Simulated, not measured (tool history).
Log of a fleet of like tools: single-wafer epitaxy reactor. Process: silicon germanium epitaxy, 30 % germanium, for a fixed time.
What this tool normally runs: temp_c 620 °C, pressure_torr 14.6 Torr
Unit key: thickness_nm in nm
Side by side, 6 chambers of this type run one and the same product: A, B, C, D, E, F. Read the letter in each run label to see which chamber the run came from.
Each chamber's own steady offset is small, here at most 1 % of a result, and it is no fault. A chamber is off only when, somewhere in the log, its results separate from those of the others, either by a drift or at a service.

run,hour,temp_c,pressure_torr,hours since the last pyrometer calibration,hours since the last manometer calibration,"read-back reference wafer on the same gauge, thickness_nm",thickness_nm
1E,4.1,620,14.6,1011.8,553.1,72.408,74.584
2A,12.4,620,14.6,1184.2,609.2,72.353,74.896
3B,16.2,620,14.6,1864.9,1569.4,72.434,73.986
4F,23.6,620,14.6,785.3,3144.9,72.423,75.286
5C,29.1,620,14.6,732.6,2185.5,72.387,73.953
6D,35.9,611,18.1,329.3,802,72.427,69.429
7C,40,611,18.1,743.5,2196.4,72.373,68.897
8E,46,611,18.1,1053.7,595,72.401,69.669
9A,50.7,611,18.1,1222.5,647.5,72.393,69.135
# hour 53.6: chamber F: capacitance manometer re-zeroed and calibrated
10D,59,611,18.1,352.4,825.1,72.369,69.326
11B,63.8,611,18.1,1912.5,1617,72.376,68.471
12F,71.7,620,14.6,833.4,18.1,72.39,74.841
13D,75.7,620,14.6,369.1,841.8,72.413,74.971
# hour 79.1: chamber B: pyrometer calibrated
14E,79.9,625,17.9,1087.6,628.9,72.4,88.349
15C,84,625,17.9,787.5,2240.4,72.427,87.932
16A,90.3,625,17.9,1262.1,687.1,72.359,87.76
17B,95.3,625,17.9,16.2,1648.5,72.375,87.572
18F,103.2,625,17.9,864.9,49.6,72.366,88.274
19E,106.9,625,17.9,1114.6,655.9,72.405,88.226
20F,114.2,620,14.6,875.9,60.6,72.399,74.643
21C,119.2,620,14.6,822.7,2275.6,72.427,74.29
22B,124.3,620,14.6,45.2,1677.5,72.434,73.816
23D,128.5,620,14.6,421.9,894.6,72.371,74.949
24A,136.5,620,14.6,1308.3,733.3,72.405,74.47
25B,140.6,606,16,61.5,1693.8,72.432,59.65
26F,145.4,606,16,907.1,91.8,72.377,60.444
27C,153.8,606,16,857.3,2310.2,72.387,59.758
28A,158.1,606,16,1329.9,754.9,72.445,60.374
29D,164,606,16,457.4,930.1,72.398,60.29
30E,168.3,606,16,1176,717.3,72.368,59.346
31A,174.4,614,14.6,1346.2,771.2,72.426,67.081
32C,180,614,14.6,883.5,2336.4,72.421,66.443
33E,184.1,614,14.6,1191.8,733.1,72.425,66.055
34F,188.8,614,14.6,950.5,135.2,72.401,67.329
35D,195.5,614,14.6,488.9,961.6,72.401,67.314
36B,199.4,614,14.6,120.3,1752.6,72.409,66.361
37F,206.2,620,14.6,967.9,152.6,72.457,75.155

Read the log: is a single chamber off, either drifting away or since a service, is the gauge that measures every chamber drifting, or is nothing wrong beyond small per-chamber offsets? Name any odd chamber and what most likely caused it.

One chamber, E, drifts off from the rest bit by bit.
Cause: true pressure below the setpoint (%) = 7.09.
The log may not tell that from: wafer temperature below the value expected at the setpoint (K).

Below are 4 candidate recipes for chamber E's next run, each the usual settings with a change, their results shown as question marks. Which of them brings E's results back in line with what the other chambers give on the usual settings?
In line here means within this much of the mean the other chambers give on the usual settings: thickness_nm 0.61 nm
38E-1,212.2,620,15.5,,,,?
38E-2,212.2,620,14.9,,,,?
38E-3,212.2,620,13.7,,,,?
38E-4,212.2,620,14.3,,,,?

Average result of the remaining chambers running the usual settings: thickness_nm 74.5 nm
run,thickness_nm
38E-1,74.351
38E-2,73.19
38E-3,70.781
38E-4,72
With 38E-1, the chamber falls back in line with the rest.
